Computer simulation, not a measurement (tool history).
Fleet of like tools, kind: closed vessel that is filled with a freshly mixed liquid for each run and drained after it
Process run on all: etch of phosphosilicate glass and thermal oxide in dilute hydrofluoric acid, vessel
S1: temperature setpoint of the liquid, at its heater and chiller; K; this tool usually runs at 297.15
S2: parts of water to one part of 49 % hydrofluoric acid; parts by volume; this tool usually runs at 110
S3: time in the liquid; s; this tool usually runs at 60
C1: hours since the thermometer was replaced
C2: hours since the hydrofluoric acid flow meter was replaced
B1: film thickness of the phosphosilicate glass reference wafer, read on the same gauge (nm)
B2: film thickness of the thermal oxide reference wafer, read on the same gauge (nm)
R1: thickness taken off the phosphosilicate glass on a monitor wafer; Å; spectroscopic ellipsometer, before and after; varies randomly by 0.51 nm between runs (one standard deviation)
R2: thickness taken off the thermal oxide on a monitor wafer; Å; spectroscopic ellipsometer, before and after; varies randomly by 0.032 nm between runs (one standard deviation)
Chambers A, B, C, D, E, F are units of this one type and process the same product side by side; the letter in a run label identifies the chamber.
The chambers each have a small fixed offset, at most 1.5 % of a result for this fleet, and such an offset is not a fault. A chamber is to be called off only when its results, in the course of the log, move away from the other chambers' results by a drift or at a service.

{"run": "1D", "hour": 5.5, "S1": 297.15, "S2": 110, "S3": 60, "C1": 214.0, "C2": 401.1, "B1": 100.01, "B2": 90.026, "R1": 1077.2, "R2": 26.281}
{"run": "2C", "hour": 11.4, "S1": 297.15, "S2": 110, "S3": 60, "C1": 229.4, "C2": 638.7, "B1": 100.01, "B2": 90.0, "R1": 1075.3, "R2": 25.75}
{"run": "3F", "hour": 21.7, "S1": 297.15, "S2": 110, "S3": 60, "C1": 111.9, "C2": 1306.3, "B1": 99.992, "B2": 89.988, "R1": 1084.0, "R2": 25.469}
{"run": "4A", "hour": 30.6, "S1": 297.15, "S2": 110, "S3": 60, "C1": 318.6, "C2": 142.6, "B1": 99.993, "B2": 90.009, "R1": 1075.1, "R2": 26.077}
{"run": "5B", "hour": 39.4, "S1": 297.15, "S2": 110, "S3": 60, "C1": 938.5, "C2": 117.8, "B1": 100.01, "B2": 90.004, "R1": 1072.0, "R2": 25.896}
{"run": "6E", "hour": 48.9, "S1": 297.15, "S2": 110, "S3": 60, "C1": 1361.9, "C2": 261.3, "B1": 99.982, "B2": 90.003, "R1": 1087.8, "R2": 26.659}
{"run": "7E", "hour": 58.0, "S1": 297.15, "S2": 110, "S3": 60, "C1": 1371.0, "C2": 270.4, "B1": 99.994, "B2": 89.995, "R1": 1083.3, "R2": 25.905}
{"run": "8D", "hour": 63.8, "S1": 297.15, "S2": 110, "S3": 60, "C1": 272.3, "C2": 459.4, "B1": 100.01, "B2": 89.998, "R1": 1072.8, "R2": 25.292}
{"run": "9C", "hour": 74.7, "S1": 297.15, "S2": 110, "S3": 60, "C1": 292.7, "C2": 702.0, "B1": 99.991, "B2": 89.991, "R1": 1081.4, "R2": 25.93}
{"run": "10F", "hour": 79.9, "S1": 297.15, "S2": 110, "S3": 60, "C1": 170.1, "C2": 1364.5, "B1": 99.978, "B2": 90.005, "R1": 1070.0, "R2": 26.407}
{"run": "11B", "hour": 90.3, "S1": 297.15, "S2": 110, "S3": 60, "C1": 989.4, "C2": 168.7, "B1": 100.02, "B2": 90.004, "R1": 1076.7, "R2": 26.709}
{"run": "12A", "hour": 98.7, "S1": 297.15, "S2": 110, "S3": 60, "C1": 386.7, "C2": 210.7, "B1": 100.02, "B2": 90.007, "R1": 1063.9, "R2": 26.671}
{"run": "13A", "hour": 110.1, "S1": 297.15, "S2": 110, "S3": 60, "C1": 398.1, "C2": 222.1, "B1": 100.01, "B2": 90.006, "R1": 1072.0, "R2": 26.054}
{"run": "14C", "hour": 116.1, "S1": 297.15, "S2": 110, "S3": 60, "C1": 334.1, "C2": 743.4, "B1": 99.989, "B2": 90.01, "R1": 1076.6, "R2": 26.409}
{"run": "15E", "hour": 126.6, "S1": 297.15, "S2": 110, "S3": 60, "C1": 1439.6, "C2": 339.0, "B1": 99.993, "B2": 90.013, "R1": 1085.7, "R2": 26.256}
{"run": "16B", "hour": 137.0, "S1": 297.15, "S2": 110, "S3": 60, "C1": 1036.1, "C2": 215.4, "B1": 99.99, "B2": 89.996, "R1": 1070.3, "R2": 26.158}
{"run": "17F", "hour": 147.3, "S1": 297.15, "S2": 110, "S3": 60, "C1": 237.5, "C2": 1431.9, "B1": 99.994, "B2": 90.0, "R1": 1082.4, "R2": 26.19}
{"run": "18D", "hour": 155.7, "S1": 297.15, "S2": 110, "S3": 60, "C1": 364.2, "C2": 551.3, "B1": 100.0, "B2": 90.014, "R1": 1078.0, "R2": 26.298}
{"run": "19F", "hour": 166.8, "S1": 297.15, "S2": 110, "S3": 60, "C1": 257.0, "C2": 1451.4, "B1": 100.01, "B2": 90.005, "R1": 1074.9, "R2": 26.171}
{"run": "20C", "hour": 176.6, "S1": 297.15, "S2": 110, "S3": 60, "C1": 394.6, "C2": 803.9, "B1": 100.02, "B2": 90.004, "R1": 1078.6, "R2": 26.196}
{"hour": 178.2, "done": "chamber C: hydrofluoric acid flow meter replaced"}
{"run": "21E", "hour": 187.4, "S1": 297.15, "S2": 110, "S3": 60, "C1": 1500.4, "C2": 399.8, "B1": 99.995, "B2": 90.005, "R1": 1078.4, "R2": 26.77}
{"run": "22B", "hour": 192.7, "S1": 297.15, "S2": 110, "S3": 60, "C1": 1091.8, "C2": 271.1, "B1": 100.01, "B2": 90.004, "R1": 1066.6, "R2": 25.777}
{"run": "23A", "hour": 200.7, "S1": 301.65, "S2": 95, "S3": 60, "C1": 488.7, "C2": 312.7, "B1": 100.01, "B2": 89.991, "R1": 1509.8, "R2": 36.767}
{"run": "24D", "hour": 206.2, "S1": 301.65, "S2": 95, "S3": 60, "C1": 414.7, "C2": 601.8, "B1": 100.01, "B2": 89.998, "R1": 1520.9, "R2": 36.012}
{"run": "25F", "hour": 215.5, "S1": 301.65, "S2": 95, "S3": 60, "C1": 305.7, "C2": 1500.1, "B1": 100.0, "B2": 89.999, "R1": 1523.6, "R2": 37.346}
{"run": "26B", "hour": 220.9, "S1": 301.65, "S2": 95, "S3": 60, "C1": 1120.0, "C2": 299.3, "B1": 99.997, "B2": 90.01, "R1": 1499.0, "R2": 37.057}
{"run": "27D", "hour": 227.0, "S1": 301.65, "S2": 95, "S3": 60, "C1": 435.5, "C2": 622.6, "B1": 100.0, "B2": 89.989, "R1": 1515.7, "R2": 37.173}
{"run": "28E", "hour": 237.8, "S1": 301.65, "S2": 95, "S3": 60, "C1": 1550.8, "C2": 450.2, "B1": 99.991, "B2": 89.983, "R1": 1518.7, "R2": 37.212}
{"run": "29C", "hour": 244.0, "S1": 297.15, "S2": 110, "S3": 60, "C1": 462.0, "C2": 65.9, "B1": 99.981, "B2": 90.003, "R1": 1073.0, "R2": 25.508}
{"run": "30A", "hour": 250.1, "S1": 297.15, "S2": 110, "S3": 60, "C1": 538.1, "C2": 362.1, "B1": 99.982, "B2": 90.002, "R1": 1058.5, "R2": 26.259}
{"run": "31F", "hour": 260.3, "S1": 297.15, "S2": 110, "S3": 60, "C1": 350.5, "C2": 1544.9, "B1": 100.01, "B2": 89.99, "R1": 1083.6, "R2": 25.58}
{"run": "32A", "hour": 267.1, "S1": 297.15, "S2": 110, "S3": 90, "C1": 555.1, "C2": 379.1, "B1": 100.01, "B2": 90.0, "R1": 1589.0, "R2": 39.481}
{"run": "33B", "hour": 276.6, "S1": 297.15, "S2": 110, "S3": 90, "C1": 1175.7, "C2": 355.0, "B1": 99.998, "B2": 89.995, "R1": 1605.5, "R2": 38.338}
{"run": "34C", "hour": 283.5, "S1": 297.15, "S2": 110, "S3": 90, "C1": 501.5, "C2": 105.4, "B1": 100.01, "B2": 89.99, "R1": 1629.3, "R2": 39.401}
{"run": "35E", "hour": 293.5, "S1": 297.15, "S2": 110, "S3": 90, "C1": 1606.5, "C2": 505.9, "B1": 100.01, "B2": 89.98, "R1": 1622.5, "R2": 39.509}
{"run": "36D", "hour": 305.3, "S1": 297.15, "S2": 110, "S3": 90, "C1": 513.8, "C2": 700.9, "B1": 100.01, "B2": 90.004, "R1": 1627.1, "R2": 39.148}
{"run": "37A", "hour": 312.0, "S1": 297.15, "S2": 110, "S3": 90, "C1": 600.0, "C2": 424.0, "B1": 99.996, "B2": 90.013, "R1": 1589.7, "R2": 39.286}
{"run": "38E", "hour": 322.0, "S1": 297.15, "S2": 110, "S3": 60, "C1": 1635.0, "C2": 534.4, "B1": 100.01, "B2": 89.997, "R1": 1081.8, "R2": 25.922}
{"run": "39B", "hour": 333.6, "S1": 297.15, "S2": 110, "S3": 60, "C1": 1232.7, "C2": 412.0, "B1": 100.0, "B2": 90.015, "R1": 1070.3, "R2": 26.228}
{"run": "40F", "hour": 340.0, "S1": 297.15, "S2": 110, "S3": 60, "C1": 430.2, "C2": 1624.6, "B1": 100.02, "B2": 90.007, "R1": 1091.3, "R2": 26.877}
{"hour": 346.4, "done": "chamber D: thermometer replaced"}
{"run": "41D", "hour": 346.6, "S1": 297.15, "S2": 95, "S3": 75, "C1": 0.3, "C2": 742.2, "B1": 99.991, "B2": 90.0, "R1": 1591.8, "R2": 38.371}
{"run": "42C", "hour": 355.3, "S1": 297.15, "S2": 95, "S3": 75, "C1": 573.3, "C2": 177.2, "B1": 99.99, "B2": 89.972, "R1": 1590.1, "R2": 38.381}

All chambers now run identical settings, listed one chamber a line with results as question marks. What results will each chamber show?
{"run": "43A", "hour": 363.8, "S1": 297.15, "S2": 110, "S3": 95, "R1": "?", "R2": "?"}
{"run": "43B", "hour": 363.8, "S1": 297.15, "S2": 110, "S3": 95, "R1": "?", "R2": "?"}
{"run": "43C", "hour": 363.8, "S1": 297.15, "S2": 110, "S3": 95, "R1": "?", "R2": "?"}
{"run": "43D", "hour": 363.8, "S1": 297.15, "S2": 110, "S3": 95, "R1": "?", "R2": "?"}
{"run": "43E", "hour": 363.8, "S1": 297.15, "S2": 110, "S3": 95, "R1": "?", "R2": "?"}
{"run": "43F", "hour": 363.8, "S1": 297.15, "S2": 110, "S3": 95, "R1": "?", "R2": "?"}

run=43A R1=1694.1 R2=41.331
run=43B R1=1705.2 R2=41.912
run=43C R1=1705.8 R2=41.905
run=43D R1=1705.6 R2=40.625
run=43E R1=1710.2 R2=40.673
run=43F R1=1686.1 R2=42.058

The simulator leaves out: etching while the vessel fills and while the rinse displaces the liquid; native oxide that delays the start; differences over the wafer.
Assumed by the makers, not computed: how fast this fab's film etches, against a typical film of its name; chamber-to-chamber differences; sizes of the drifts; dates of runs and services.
